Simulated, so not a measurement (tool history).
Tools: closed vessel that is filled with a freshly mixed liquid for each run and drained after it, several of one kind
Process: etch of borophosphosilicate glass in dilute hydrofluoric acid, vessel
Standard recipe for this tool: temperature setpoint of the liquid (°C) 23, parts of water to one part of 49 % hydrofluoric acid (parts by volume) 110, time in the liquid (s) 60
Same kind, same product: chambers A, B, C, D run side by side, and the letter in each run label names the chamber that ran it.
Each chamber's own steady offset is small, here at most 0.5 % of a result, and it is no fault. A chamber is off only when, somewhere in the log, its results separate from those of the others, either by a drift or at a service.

run   hour  temperature setpoint of the liquid (°C)  parts of water to one part of 49 % hydrofluoric acid (parts by volume)  time in the liquid (s)  hours since the thermometer was replaced  hours since the hydrofluoric acid flow meter was replaced  read-back film thickness of the borophosphosilicate glass reference wafer, read on the same gauge (nm)  thickness taken off the borophosphosilicate glass on a monitor wafer (nm)
 1B      9                                       23                                                                     110                      60                                    1088.1                                                     1238.1                                                                                                  139.99                                                                     30.672
 2C   16.6                                       23                                                                     110                      60                                        30                                                      314.4                                                                                                  140.01                                                                     31.283
 3D   30.8                                       23                                                                     110                      60                                     426.9                                                      501.7                                                                                                  139.98                                                                     31.022
 4A   40.2                                       23                                                                     110                      60                                    2022.1                                                      584.5                                                                                                     140                                                                     31.411
 5D   50.7                                       23                                                                     110                      70                                     446.8                                                      521.6                                                                                                     140                                                                     36.181
 6B   60.3                                       23                                                                     110                      70                                    1139.4                                                     1289.4                                                                                                  139.98                                                                     35.954
 7A   72.8                                       23                                                                     110                      70                                    2054.7                                                      617.1                                                                                                  139.99                                                                     36.438
 8C   85.9                                       23                                                                     110                      70                                      99.3                                                      383.7                                                                                                     140                                                                     36.237
 9B  100.5                                       20                                                                      90                      60                                    1179.6                                                     1329.6                                                                                                  140.01                                                                     33.998
10A  111.8                                       20                                                                      90                      60                                    2093.7                                                      656.1                                                                                                  140.01                                                                     34.337
11D  123.2                                       20                                                                      90                      60                                     519.3                                                      594.1                                                                                                     140                                                                     34.288
12C  131.1                                       20                                                                      90                      60                                     144.5                                                      428.9                                                                                                  139.98                                                                     34.262
     141.7  -- chamber B: hydrofluoric acid flow meter replaced
13A  143.5                                       23                                                                     110                      60                                    2125.4                                                      687.8                                                                                                     140                                                                     31.065
14B  151.3                                       23                                                                     110                      60                                    1230.4                                                        9.7                                                                                                  139.99                                                                     30.912
15C    164                                       23                                                                     110                      60                                     177.4                                                      461.8                                                                                                  139.99                                                                     31.342
16D  177.2                                       23                                                                     110                      60                                     573.3                                                      648.1                                                                                                  139.99                                                                     30.972
17B  186.6                                       23                                                                     110                      60                                    1265.7                                                         45                                                                                                  139.99                                                                     30.879
18D  194.7                                       23                                                                     110                      60                                     590.8                                                      665.6                                                                                                     140                                                                     30.934
19A    207                                       23                                                                     110                      60                                    2188.9                                                      751.3                                                                                                  139.99                                                                     31.402
20C  214.1                                       23                                                                     110                      60                                     227.5                                                      511.9                                                                                                  140.01                                                                     31.141
21C  224.4                                       23                                                                     110                      60                                     237.8                                                      522.2                                                                                                  139.99                                                                     31.242
22A  238.9                                       23                                                                     110                      60                                    2220.8                                                      783.2                                                                                                  140.01                                                                     31.273
23B  246.5                                       23                                                                     110                      60                                    1325.6                                                      104.9                                                                                                  139.99                                                                     30.895
24D    256                                       23                                                                     110                      90                                     652.1                                                      726.9                                                                                                     140                                                                     46.711
25B  270.7                                       23                                                                     110                      90                                    1349.8                                                      129.1                                                                                                     140                                                                     46.346
26C  283.9                                       23                                                                     110                      90                                     297.3                                                      581.7                                                                                                  140.02                                                                     46.748
27D  290.3                                       23                                                                     110                      90                                     686.4                                                      761.2                                                                                                     140                                                                     46.627
28A    297                                       23                                                                     110                      60                                    2278.9                                                      841.3                                                                                                     140                                                                     31.238
29A  308.7                                       23                                                                     110                      60                                    2290.6                                                        853                                                                                                  140.01                                                                     31.221
30D  316.2                                       23                                                                     110                      60                                     712.3                                                      787.1                                                                                                  140.01                                                                     30.902

All chambers now run identical settings, listed one chamber a line with results as question marks. What results will each chamber show?
31A  326.7                                       23                                                                     110                      75                                                                                                                                                                                                                                                                                       ?
31B  326.7                                       23                                                                     110                      75                                                                                                                                                                                                                                                                                       ?
31C  326.7                                       23                                                                     110                      75                                                                                                                                                                                                                                                                                       ?
31D  326.7                                       23                                                                     110                      75                                                                                                                                                                                                                                                                                       ?

run  thickness taken off the borophosphosilicate glass on a monitor wafer (nm)
31A                                                                     39.079
31B                                                                     38.473
31C                                                                     38.957
31D                                                                     38.626

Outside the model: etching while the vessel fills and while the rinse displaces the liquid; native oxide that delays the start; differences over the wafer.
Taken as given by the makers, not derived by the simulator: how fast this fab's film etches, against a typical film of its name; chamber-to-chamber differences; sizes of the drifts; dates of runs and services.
